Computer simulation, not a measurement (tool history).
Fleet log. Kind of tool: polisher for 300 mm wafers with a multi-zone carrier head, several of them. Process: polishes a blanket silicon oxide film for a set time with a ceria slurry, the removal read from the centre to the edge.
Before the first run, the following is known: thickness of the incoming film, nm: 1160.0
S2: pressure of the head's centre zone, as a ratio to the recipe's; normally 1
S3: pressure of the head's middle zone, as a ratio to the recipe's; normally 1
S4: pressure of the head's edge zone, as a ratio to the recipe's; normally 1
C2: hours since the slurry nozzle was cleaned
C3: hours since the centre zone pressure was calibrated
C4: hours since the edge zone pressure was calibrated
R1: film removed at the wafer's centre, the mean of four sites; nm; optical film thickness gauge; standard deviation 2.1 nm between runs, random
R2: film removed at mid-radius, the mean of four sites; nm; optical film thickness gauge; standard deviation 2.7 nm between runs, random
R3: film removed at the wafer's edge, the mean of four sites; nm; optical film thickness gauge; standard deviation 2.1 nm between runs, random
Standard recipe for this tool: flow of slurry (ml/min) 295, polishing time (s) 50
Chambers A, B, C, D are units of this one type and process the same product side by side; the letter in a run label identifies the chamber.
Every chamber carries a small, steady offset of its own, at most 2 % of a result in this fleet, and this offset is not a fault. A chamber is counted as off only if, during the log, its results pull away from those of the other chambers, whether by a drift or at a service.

{"run": "1B", "day": 0.408, "flow of slurry (ml/min)": 295, "S2": 1, "S3": 1, "S4": 1, "polishing time (s)": 50, "wafers polished on this pad": 372, "C2": 321.6, "C3": 31.7, "C4": 40, "R1": 234.6, "R2": 234.3, "R3": 235.25}
{"run": "2A", "day": 0.683, "flow of slurry (ml/min)": 295, "S2": 1, "S3": 1, "S4": 1, "polishing time (s)": 50, "wafers polished on this pad": 1538, "C2": 694.7, "C3": 643.9, "C4": 208.3, "R1": 227.08, "R2": 232.64, "R3": 228.49}
{"day": 0.846, "done": "chamber A: worn pad replaced by a new one"}
{"run": "3D", "day": 1.046, "flow of slurry (ml/min)": 295, "S2": 1, "S3": 1, "S4": 1, "polishing time (s)": 50, "wafers polished on this pad": 968, "C2": 195.7, "C3": 99.7, "C4": 686.8, "R1": 231.33, "R2": 228.18, "R3": 230.04}
{"run": "4C", "day": 1.562, "flow of slurry (ml/min)": 295, "S2": 1, "S3": 1, "S4": 1, "polishing time (s)": 50, "wafers polished on this pad": 1249, "C2": 182.9, "C3": 438.2, "C4": 366.8, "R1": 235.12, "R2": 234.16, "R3": 234.3}
{"day": 1.717, "done": "chamber D: worn pad replaced by a new one"}
{"run": "5B", "day": 1.862, "flow of slurry (ml/min)": 295, "S2": 1, "S3": 1, "S4": 1, "polishing time (s)": 50, "wafers polished on this pad": 838, "C2": 356.5, "C3": 66.6, "C4": 74.9, "R1": 230.48, "R2": 227.71, "R3": 237.02}
{"day": 1.929, "done": "chamber D: slurry nozzle cleaned"}
{"run": "6D", "day": 2.275, "flow of slurry (ml/min)": 365, "S2": 1, "S3": 1, "S4": 1, "polishing time (s)": 50, "wafers polished on this pad": 179, "C2": 8.3, "C3": 129.2, "C4": 716.3, "R1": 236.29, "R2": 233.18, "R3": 237.42}
{"run": "7A", "day": 2.779, "flow of slurry (ml/min)": 365, "S2": 1, "S3": 1, "S4": 1, "polishing time (s)": 50, "wafers polished on this pad": 620, "C2": 745, "C3": 694.2, "C4": 258.6, "R1": 237.76, "R2": 234.88, "R3": 233.31}
{"day": 2.962, "done": "chamber B: worn pad replaced by a new one"}
{"run": "8C", "day": 3.246, "flow of slurry (ml/min)": 365, "S2": 1, "S3": 1, "S4": 1, "polishing time (s)": 50, "wafers polished on this pad": 1788, "C2": 223.3, "C3": 478.6, "C4": 407.2, "R1": 237.89, "R2": 236.21, "R3": 232.56}
{"run": "9A", "day": 3.704, "flow of slurry (ml/min)": 365, "S2": 1, "S3": 1, "S4": 1, "polishing time (s)": 50, "wafers polished on this pad": 916, "C2": 767.2, "C3": 716.4, "C4": 280.8, "R1": 236.17, "R2": 231.95, "R3": 232.96}
{"run": "10D", "day": 4.162, "flow of slurry (ml/min)": 195, "S2": 1, "S3": 1, "S4": 0.92, "polishing time (s)": 50, "wafers polished on this pad": 784, "C2": 53.6, "C3": 174.5, "C4": 761.6, "R1": 216.59, "R2": 220.83, "R3": 216.52}
{"run": "11C", "day": 4.558, "flow of slurry (ml/min)": 195, "S2": 1, "S3": 1, "S4": 0.92, "polishing time (s)": 50, "wafers polished on this pad": 2209, "C2": 254.8, "C3": 510.1, "C4": 438.7, "R1": 222.21, "R2": 214.23, "R3": 212.29}
{"run": "12B", "day": 4.854, "flow of slurry (ml/min)": 195, "S2": 1, "S3": 1, "S4": 0.92, "polishing time (s)": 50, "wafers polished on this pad": 606, "C2": 428.3, "C3": 138.4, "C4": 146.7, "R1": 216.44, "R2": 222.96, "R3": 220}
{"day": 5.092, "done": "chamber A: worn pad replaced by a new one"}
{"run": "13A", "day": 5.262, "flow of slurry (ml/min)": 195, "S2": 1, "S3": 1, "S4": 0.92, "polishing time (s)": 50, "wafers polished on this pad": 54, "C2": 804.6, "C3": 753.8, "C4": 318.2, "R1": 218.9, "R2": 220.85, "R3": 213.88}
{"day": 5.529, "done": "chamber D: edge zone pressure recalibrated"}
{"run": "14B", "day": 5.562, "flow of slurry (ml/min)": 295, "S2": 1, "S3": 1, "S4": 1, "polishing time (s)": 50, "wafers polished on this pad": 833, "C2": 445.3, "C3": 155.4, "C4": 163.7, "R1": 234.26, "R2": 235.97, "R3": 236.65}
{"day": 5.633, "done": "chamber D: worn pad replaced by a new one"}
{"run": "15D", "day": 5.821, "flow of slurry (ml/min)": 295, "S2": 1, "S3": 1, "S4": 1, "polishing time (s)": 50, "wafers polished on this pad": 60, "C2": 93.4, "C3": 214.3, "C4": 7, "R1": 232.89, "R2": 231.46, "R3": 229.32}
{"day": 5.958, "done": "chamber C: slurry nozzle cleaned"}
{"day": 6.192, "done": "chamber B: worn pad replaced by a new one"}
{"run": "16C", "day": 6.196, "flow of slurry (ml/min)": 295, "S2": 0.92, "S3": 1, "S4": 1.1, "polishing time (s)": 50, "wafers polished on this pad": 2733, "C2": 5.8, "C3": 549.4, "C4": 478, "R1": 212.18, "R2": 231.12, "R3": 236.6}
{"run": "17D", "day": 6.483, "flow of slurry (ml/min)": 295, "S2": 0.92, "S3": 1, "S4": 1.1, "polishing time (s)": 50, "wafers polished on this pad": 272, "C2": 109.3, "C3": 230.2, "C4": 22.9, "R1": 210.84, "R2": 229.59, "R3": 243.31}
{"run": "18B", "day": 6.771, "flow of slurry (ml/min)": 295, "S2": 0.92, "S3": 1, "S4": 1.1, "polishing time (s)": 50, "wafers polished on this pad": 186, "C2": 474.3, "C3": 184.4, "C4": 192.7, "R1": 211.59, "R2": 240.15, "R3": 250.45}
{"run": "19C", "day": 7.104, "flow of slurry (ml/min)": 295, "S2": 0.92, "S3": 1, "S4": 1.1, "polishing time (s)": 50, "wafers polished on this pad": 3024, "C2": 27.6, "C3": 571.2, "C4": 499.8, "R1": 211.25, "R2": 229.47, "R3": 235.26}
{"day": 7.35, "done": "chamber C: edge zone pressure recalibrated"}
{"run": "20A", "day": 7.379, "flow of slurry (ml/min)": 295, "S2": 1, "S3": 1, "S4": 1, "polishing time (s)": 50, "wafers polished on this pad": 733, "C2": 855.4, "C3": 804.6, "C4": 369, "R1": 232.69, "R2": 226.34, "R3": 228.33}
{"run": "21A", "day": 7.679, "flow of slurry (ml/min)": 295, "S2": 1, "S3": 1, "S4": 1, "polishing time (s)": 50, "wafers polished on this pad": 829, "C2": 862.6, "C3": 811.8, "C4": 376.2, "R1": 228.29, "R2": 227.86, "R3": 232.19}
{"run": "22D", "day": 7.908, "flow of slurry (ml/min)": 295, "S2": 1, "S3": 1, "S4": 1, "polishing time (s)": 50, "wafers polished on this pad": 729, "C2": 143.5, "C3": 264.4, "C4": 57.1, "R1": 229.71, "R2": 233.94, "R3": 231.88}
{"run": "23C", "day": 8.354, "flow of slurry (ml/min)": 295, "S2": 1, "S3": 1, "S4": 1, "polishing time (s)": 50, "wafers polished on this pad": 3425, "C2": 57.6, "C3": 601.2, "C4": 24.1, "R1": 228.08, "R2": 222.7, "R3": 222.91}
{"day": 8.662, "done": "chamber B: slurry nozzle cleaned"}
{"run": "24B", "day": 8.75, "flow of slurry (ml/min)": 295, "S2": 1, "S3": 1, "S4": 1, "polishing time (s)": 50, "wafers polished on this pad": 820, "C2": 2.1, "C3": 231.9, "C4": 240.2, "R1": 228.46, "R2": 233.8, "R3": 236.45}
{"run": "25B", "day": 9.15, "flow of slurry (ml/min)": 195, "S2": 1, "S3": 1, "S4": 1, "polishing time (s)": 50, "wafers polished on this pad": 948, "C2": 11.7, "C3": 241.5, "C4": 249.8, "R1": 217.28, "R2": 217.25, "R3": 230.87}
{"day": 9.267, "done": "chamber A: worn pad replaced by a new one"}
{"run": "26A", "day": 9.538, "flow of slurry (ml/min)": 195, "S2": 1, "S3": 1, "S4": 1, "polishing time (s)": 50, "wafers polished on this pad": 87, "C2": 907.2, "C3": 856.4, "C4": 420.8, "R1": 219.39, "R2": 216.22, "R3": 226.29}
{"day": 9.646, "done": "chamber D: worn pad replaced by a new one"}
{"day": 9.733, "done": "chamber B: worn pad replaced by a new one"}
{"run": "27C", "day": 9.833, "flow of slurry (ml/min)": 195, "S2": 1, "S3": 1, "S4": 1, "polishing time (s)": 50, "wafers polished on this pad": 3899, "C2": 93.1, "C3": 636.7, "C4": 59.6, "R1": 213.55, "R2": 210.9, "R3": 215.04}
{"day": 9.867, "done": "chamber D: slurry nozzle cleaned"}
{"run": "28D", "day": 10.246, "flow of slurry (ml/min)": 195, "S2": 1, "S3": 1, "S4": 1, "polishing time (s)": 50, "wafers polished on this pad": 193, "C2": 9.1, "C3": 320.5, "C4": 113.2, "R1": 220.22, "R2": 220.9, "R3": 223.53}
{"run": "29B", "day": 10.633, "flow of slurry (ml/min)": 295, "S2": 1, "S3": 1, "S4": 1, "polishing time (s)": 50, "wafers polished on this pad": 289, "C2": 47.3, "C3": 277.1, "C4": 285.4, "R1": 234.54, "R2": 229.35, "R3": 236.39}
{"run": "30D", "day": 10.95, "flow of slurry (ml/min)": 295, "S2": 1, "S3": 1, "S4": 1, "polishing time (s)": 50, "wafers polished on this pad": 418, "C2": 26, "C3": 337.4, "C4": 130.1, "R1": 231.61, "R2": 232.42, "R3": 228.67}
{"run": "31C", "day": 11.267, "flow of slurry (ml/min)": 295, "S2": 1, "S3": 1, "S4": 1, "polishing time (s)": 50, "wafers polished on this pad": 4358, "C2": 127.5, "C3": 671.1, "C4": 94, "R1": 226.29, "R2": 217.82, "R3": 218.54}
{"run": "32A", "day": 11.683, "flow of slurry (ml/min)": 295, "S2": 1, "S3": 1, "S4": 1, "polishing time (s)": 50, "wafers polished on this pad": 774, "C2": 958.7, "C3": 907.9, "C4": 472.3, "R1": 230.59, "R2": 231.56, "R3": 231.18}
{"run": "33D", "day": 12.025, "flow of slurry (ml/min)": 295, "S2": 1, "S3": 1, "S4": 1, "polishing time (s)": 50, "wafers polished on this pad": 763, "C2": 51.8, "C3": 363.2, "C4": 155.9, "R1": 233.99, "R2": 230.29, "R3": 231.06}
{"run": "34C", "day": 12.533, "flow of slurry (ml/min)": 295, "S2": 1, "S3": 1, "S4": 1, "polishing time (s)": 50, "wafers polished on this pad": 4764, "C2": 157.9, "C3": 701.5, "C4": 124.4, "R1": 217.67, "R2": 221.8, "R3": 215.54}
{"run": "35A", "day": 12.992, "flow of slurry (ml/min)": 295, "S2": 1, "S3": 1, "S4": 1.04, "polishing time (s)": 50, "wafers polished on this pad": 1193, "C2": 990.1, "C3": 939.3, "C4": 503.7, "R1": 232.97, "R2": 231.3, "R3": 237.01}
{"day": 13.138, "done": "chamber B: worn pad replaced by a new one"}
{"run": "36B", "day": 13.225, "flow of slurry (ml/min)": 295, "S2": 1, "S3": 1, "S4": 1.04, "polishing time (s)": 50, "wafers polished on this pad": 28, "C2": 109.5, "C3": 339.3, "C4": 347.6, "R1": 231.98, "R2": 229.98, "R3": 241.43}
{"run": "37B", "day": 13.704, "flow of slurry (ml/min)": 295, "S2": 1, "S3": 1, "S4": 1.04, "polishing time (s)": 50, "wafers polished on this pad": 182, "C2": 121, "C3": 350.8, "C4": 359.1, "R1": 235.17, "R2": 228.65, "R3": 244.08}

Is one chamber off against the others, does the gauge drift, or is nothing wrong? If a chamber is off, say which, and what the likeliest cause is.

Little by little, chamber C moves away from the other chambers.
Most likely cause: removal rate lost through wear of the pad, % = 7.16.

Here are 4 candidates for chamber C's next run, each the usual settings with a change, their results left as question marks. Which one brings its results back in line with what the others give on the usual settings?
In-line tolerance around the mean of the other chambers on the usual settings: R1 7.3 nm; R2 9.3 nm; R3 7.4 nm
{"run": "38C-1", "day": 14.079, "flow of slurry (ml/min)": 295, "S2": 1.02, "S3": 1.01, "S4": 0.98, "polishing time (s)": 44, "R1": "?", "R2": "?", "R3": "?"}
{"run": "38C-2", "day": 14.079, "flow of slurry (ml/min)": 295, "S2": 1.01, "S3": 1, "S4": 0.99, "polishing time (s)": 47, "R1": "?", "R2": "?", "R3": "?"}
{"run": "38C-3", "day": 14.079, "flow of slurry (ml/min)": 295, "S2": 0.99, "S3": 0.99, "S4": 1.02, "polishing time (s)": 54, "R1": "?", "R2": "?", "R3": "?"}
{"run": "38C-4", "day": 14.079, "flow of slurry (ml/min)": 295, "S2": 0.98, "S3": 0.99, "S4": 1.02, "polishing time (s)": 57, "R1": "?", "R2": "?", "R3": "?"}

Usual-settings mean across the other chambers: R1 231.87 nm; R2 231.36 nm; R3 232.81 nm
run=38C-1 R1=197.4 R2=192.53 R3=188.61
run=38C-2 R1=208.59 R2=203.81 R3=202.57
run=38C-3 R1=234.44 R2=232.06 R3=236.46
run=38C-4 R1=244.72 R2=244.96 R3=249.6
With 38C-3, the chamber falls back in line with the rest.
